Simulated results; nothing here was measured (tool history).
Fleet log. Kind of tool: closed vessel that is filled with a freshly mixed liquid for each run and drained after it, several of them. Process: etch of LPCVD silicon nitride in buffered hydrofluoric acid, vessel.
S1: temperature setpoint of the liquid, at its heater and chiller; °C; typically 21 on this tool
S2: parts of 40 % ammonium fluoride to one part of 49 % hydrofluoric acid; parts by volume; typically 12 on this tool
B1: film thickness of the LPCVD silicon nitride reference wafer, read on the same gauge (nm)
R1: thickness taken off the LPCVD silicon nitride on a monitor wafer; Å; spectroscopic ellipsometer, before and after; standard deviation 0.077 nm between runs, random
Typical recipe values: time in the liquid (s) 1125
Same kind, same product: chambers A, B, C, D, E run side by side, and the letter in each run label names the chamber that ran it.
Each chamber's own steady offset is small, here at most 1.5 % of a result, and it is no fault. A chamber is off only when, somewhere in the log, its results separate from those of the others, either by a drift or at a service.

{"run": "1C", "day": 0.575, "S1": 21, "S2": 12, "time in the liquid (s)": 1125, "B1": 89.983, "R1": 117.09}
{"run": "2D", "day": 1.212, "S1": 21, "S2": 12, "time in the liquid (s)": 1125, "B1": 90.004, "R1": 115.73}
{"day": 1.254, "done": "chamber D: thermometer replaced"}
{"run": "3A", "day": 1.683, "S1": 21, "S2": 12, "time in the liquid (s)": 1125, "B1": 89.996, "R1": 115.71}
{"day": 1.971, "done": "chamber B: hydrofluoric acid flow meter replaced"}
{"run": "4E", "day": 2.242, "S1": 21, "S2": 12, "time in the liquid (s)": 1125, "B1": 90.003, "R1": 113.1}
{"run": "5B", "day": 2.679, "S1": 21, "S2": 12, "time in the liquid (s)": 1125, "B1": 89.999, "R1": 117.93}
{"run": "6D", "day": 3.217, "S1": 21, "S2": 12, "time in the liquid (s)": 625, "B1": 90.001, "R1": 64.042}
{"run": "7A", "day": 3.733, "S1": 21, "S2": 12, "time in the liquid (s)": 625, "B1": 90.014, "R1": 65.214}
{"run": "8B", "day": 4.312, "S1": 21, "S2": 12, "time in the liquid (s)": 625, "B1": 89.992, "R1": 64.017}
{"run": "9E", "day": 4.642, "S1": 21, "S2": 12, "time in the liquid (s)": 625, "B1": 90.009, "R1": 63.378}
{"run": "10C", "day": 5.108, "S1": 21, "S2": 12, "time in the liquid (s)": 625, "B1": 90.018, "R1": 64.001}
{"run": "11C", "day": 5.621, "S1": 21, "S2": 12, "time in the liquid (s)": 1125, "B1": 89.994, "R1": 116.25}
{"run": "12B", "day": 5.917, "S1": 21, "S2": 12, "time in the liquid (s)": 1125, "B1": 90.008, "R1": 117.58}
{"run": "13A", "day": 6.496, "S1": 21, "S2": 12, "time in the liquid (s)": 1125, "B1": 89.995, "R1": 115.77}
{"run": "14E", "day": 6.779, "S1": 21, "S2": 12, "time in the liquid (s)": 1125, "B1": 90.025, "R1": 114.61}
{"run": "15D", "day": 7.075, "S1": 23, "S2": 12, "time in the liquid (s)": 1125, "B1": 90.003, "R1": 127.58}
{"run": "16C", "day": 7.55, "S1": 23, "S2": 12, "time in the liquid (s)": 1125, "B1": 90.013, "R1": 128.2}
{"run": "17E", "day": 7.917, "S1": 23, "S2": 12, "time in the liquid (s)": 1125, "B1": 90.005, "R1": 127.07}
{"run": "18B", "day": 8.246, "S1": 23, "S2": 12, "time in the liquid (s)": 1125, "B1": 90.011, "R1": 131.58}
{"run": "19D", "day": 8.629, "S1": 23, "S2": 12, "time in the liquid (s)": 1125, "B1": 89.99, "R1": 125.76}
{"run": "20A", "day": 9.038, "S1": 25, "S2": 12, "time in the liquid (s)": 470, "B1": 90.009, "R1": 60.557}
{"run": "21D", "day": 9.562, "S1": 25, "S2": 12, "time in the liquid (s)": 470, "B1": 89.991, "R1": 58.729}
{"run": "22C", "day": 10.062, "S1": 25, "S2": 12, "time in the liquid (s)": 470, "B1": 89.972, "R1": 59.933}
{"run": "23A", "day": 10.388, "S1": 25, "S2": 12, "time in the liquid (s)": 470, "B1": 90.007, "R1": 61.109}
{"run": "24B", "day": 10.821, "S1": 25, "S2": 12, "time in the liquid (s)": 470, "B1": 90.006, "R1": 61.32}
{"day": 10.992, "done": "chamber C: hydrofluoric acid flow meter replaced"}
{"run": "25E", "day": 11.4, "S1": 21, "S2": 12, "time in the liquid (s)": 1125, "B1": 89.987, "R1": 113.56}
{"run": "26B", "day": 11.908, "S1": 21, "S2": 12, "time in the liquid (s)": 1125, "B1": 89.985, "R1": 118.06}
{"run": "27C", "day": 12.417, "S1": 21, "S2": 8.5, "time in the liquid (s)": 1715, "B1": 89.992, "R1": 242.75}
{"run": "28D", "day": 12.808, "S1": 21, "S2": 8.5, "time in the liquid (s)": 1715, "B1": 89.986, "R1": 234.01}
{"run": "29A", "day": 13.404, "S1": 21, "S2": 8.5, "time in the liquid (s)": 1715, "B1": 89.985, "R1": 240}
{"run": "30E", "day": 13.692, "S1": 21, "S2": 8.5, "time in the liquid (s)": 1715, "B1": 89.992, "R1": 233.72}
{"run": "31C", "day": 14.192, "S1": 21, "S2": 8.5, "time in the liquid (s)": 1715, "B1": 90.003, "R1": 242.98}
{"run": "32B", "day": 14.829, "S1": 21, "S2": 12, "time in the liquid (s)": 1125, "B1": 89.968, "R1": 116.24}
{"run": "33A", "day": 15.112, "S1": 21, "S2": 12, "time in the liquid (s)": 1125, "B1": 90.01, "R1": 116.69}
{"run": "34E", "day": 15.558, "S1": 21, "S2": 12, "time in the liquid (s)": 1125, "B1": 89.979, "R1": 113.99}
{"run": "35D", "day": 15.892, "S1": 21, "S2": 12, "time in the liquid (s)": 1125, "B1": 90.009, "R1": 110.96}
{"day": 15.938, "done": "chamber E: hydrofluoric acid flow meter replaced"}
{"run": "36B", "day": 16.317, "S1": 21, "S2": 12, "time in the liquid (s)": 1125, "B1": 89.993, "R1": 118.2}
{"run": "37C", "day": 16.612, "S1": 24, "S2": 12, "time in the liquid (s)": 1340, "B1": 89.996, "R1": 163.68}
{"day": 16.638, "done": "chamber E: thermometer replaced"}
{"run": "38D", "day": 17.017, "S1": 24, "S2": 12, "time in the liquid (s)": 1340, "B1": 90.016, "R1": 156.62}
{"run": "39E", "day": 17.346, "S1": 24, "S2": 12, "time in the liquid (s)": 1340, "B1": 89.995, "R1": 160.47}
{"run": "40A", "day": 17.692, "S1": 24, "S2": 12, "time in the liquid (s)": 1340, "B1": 89.991, "R1": 162.96}
{"run": "41B", "day": 18.038, "S1": 24, "S2": 12, "time in the liquid (s)": 1340, "B1": 90.004, "R1": 164.99}

Read the log: is a single chamber off, either drifting away or since a service, is the gauge that measures every chamber drifting, or is nothing wrong beyond small per-chamber offsets? Name any odd chamber and what most likely caused it.

It is chamber D that slowly wanders off from its peers.
Most likely cause: hydrofluoric acid flow below the setpoint (%) = 3.95.
With only this log, it may be confused with: liquid colder than its thermometer reads (K).

Which of the 4 candidates below, each the usual settings with something changed and its results left as question marks, puts chamber D back in line with what the other chambers give on the usual settings?
Counts as in line when no further than this from what the other chambers average on the usual settings: R1 2.7 Å
{"run": "42D-1", "day": 18.5, "S1": 21, "S2": 11.5, "time in the liquid (s)": 1185, "R1": "?"}
{"run": "42D-2", "day": 18.5, "S1": 21, "S2": 12, "time in the liquid (s)": 1075, "R1": "?"}
{"run": "42D-3", "day": 18.5, "S1": 21, "S2": 12, "time in the liquid (s)": 1170, "R1": "?"}
{"run": "42D-4", "day": 18.5, "S1": 21, "S2": 12, "time in the liquid (s)": 1025, "R1": "?"}

The other chambers' mean on the usual settings: R1 116.33 Å
run=42D-1 R1=122.28
run=42D-2 R1=106.34
run=42D-3 R1=115.73
run=42D-4 R1=101.39
Change 42D-3 lands the chamber within the allowed miss of the other chambers.

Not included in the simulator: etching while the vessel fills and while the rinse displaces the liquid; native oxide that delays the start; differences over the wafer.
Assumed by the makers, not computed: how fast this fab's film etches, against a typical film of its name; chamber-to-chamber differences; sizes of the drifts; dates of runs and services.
